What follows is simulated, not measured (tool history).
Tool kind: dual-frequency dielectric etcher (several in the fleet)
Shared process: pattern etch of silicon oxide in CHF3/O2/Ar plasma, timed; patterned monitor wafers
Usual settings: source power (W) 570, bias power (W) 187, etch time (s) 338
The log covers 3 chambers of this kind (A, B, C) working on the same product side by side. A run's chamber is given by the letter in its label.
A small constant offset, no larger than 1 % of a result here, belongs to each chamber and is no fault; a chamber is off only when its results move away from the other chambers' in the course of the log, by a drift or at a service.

run	day	source power (W)	bias power (W)	etch time (s)	hours since the last wet clean	hours since the last source power generator calibration	hours since the last bias power generator calibration	read-back reference wafer on the same gauge, depth_nm	mean etch depth across the wafer (nm)
1A	0.271	570	187	338	476.2	4179.1	385.9	622.53	660.35
# day 0.367: chamber A: wet clean of the chamber
# day 0.533: chamber B: wet clean of the chamber
2B	0.538	570	187	338	0.1	2237	785.6	623.22	667
3C	0.858	570	187	338	40	1746.1	3805.9	623.46	668.34
4C	1.158	570	187	338	47.2	1753.3	3813.1	623.82	664.92
# day 1.354: chamber A: source power generator calibrated
5B	1.504	570	187	338	23.3	2260.2	808.8	622.03	665.38
6A	1.762	570	187	338	33.6	9.8	421.7	622.68	665.93
# day 1.871: chamber C: source power generator calibrated
7B	2.021	570	187	338	35.7	2272.6	821.2	622.99	673.49
8C	2.329	570	187	338	75.3	11	3841.2	622.72	670.2
9A	2.742	570	187	338	57.1	33.3	445.2	622.76	666.22
10B	3.158	570	187	338	63	2299.9	848.5	623.47	669.75
11C	3.375	570	187	338	100.4	36.1	3866.3	622.87	662.21
12A	3.775	570	187	338	81.9	58.1	470	622.2	666.64
# day 3.883: chamber B: source power generator calibrated
13A	4.146	570	187	338	90.8	67	478.9	622.4	662.56
14B	4.567	570	187	338	96.8	16.4	882.3	622.46	663.47
15C	4.854	570	187	338	135.9	71.6	3901.8	623	661.37
16B	5.192	570	187	338	111.8	31.4	897.3	623.62	665.43
17A	5.433	490	163	338	121.7	97.9	509.8	622.83	603.27
18C	5.742	490	163	338	157.2	92.9	3923.1	621.76	598.83
19A	6.05	490	163	338	136.5	112.7	524.6	622.17	599.89
20B	6.283	570	187	338	138	57.6	923.5	622.75	675.17
21C	6.471	570	216	338	174.7	110.4	3940.6	623.14	697.76
22C	6.833	570	216	338	183.4	119.1	3949.3	622.25	692.5
23A	7.017	570	216	338	159.7	135.9	547.8	622.85	690.87
24B	7.35	570	187	338	163.6	83.2	949.1	622.02	659.36
25C	7.621	570	187	338	202.3	138	3968.2	623.39	668.07
26B	8.008	570	187	338	179.4	99	964.9	622.7	664.18
27A	8.192	570	187	338	187.9	164.1	576	623.28	664.4
28C	8.421	570	187	338	221.5	157.2	3987.4	622.48	669.02
29B	8.829	570	187	338	199.1	118.7	984.6	623.36	663.68
30A	9.175	570	187	338	211.5	187.7	599.6	623.13	661.95
31A	9.379	570	187	338	216.4	192.6	604.5	623.09	658.41
32B	9.775	570	187	338	221.8	141.4	1007.3	623.43	666.83

Does one chamber stand apart from the rest, does the shared gauge drift, or is all well apart from small per-chamber offsets? Give the chamber and the most likely cause, where there is one.

No chamber is off and the gauge is stable; the differences are just each chamber's small, constant offset.

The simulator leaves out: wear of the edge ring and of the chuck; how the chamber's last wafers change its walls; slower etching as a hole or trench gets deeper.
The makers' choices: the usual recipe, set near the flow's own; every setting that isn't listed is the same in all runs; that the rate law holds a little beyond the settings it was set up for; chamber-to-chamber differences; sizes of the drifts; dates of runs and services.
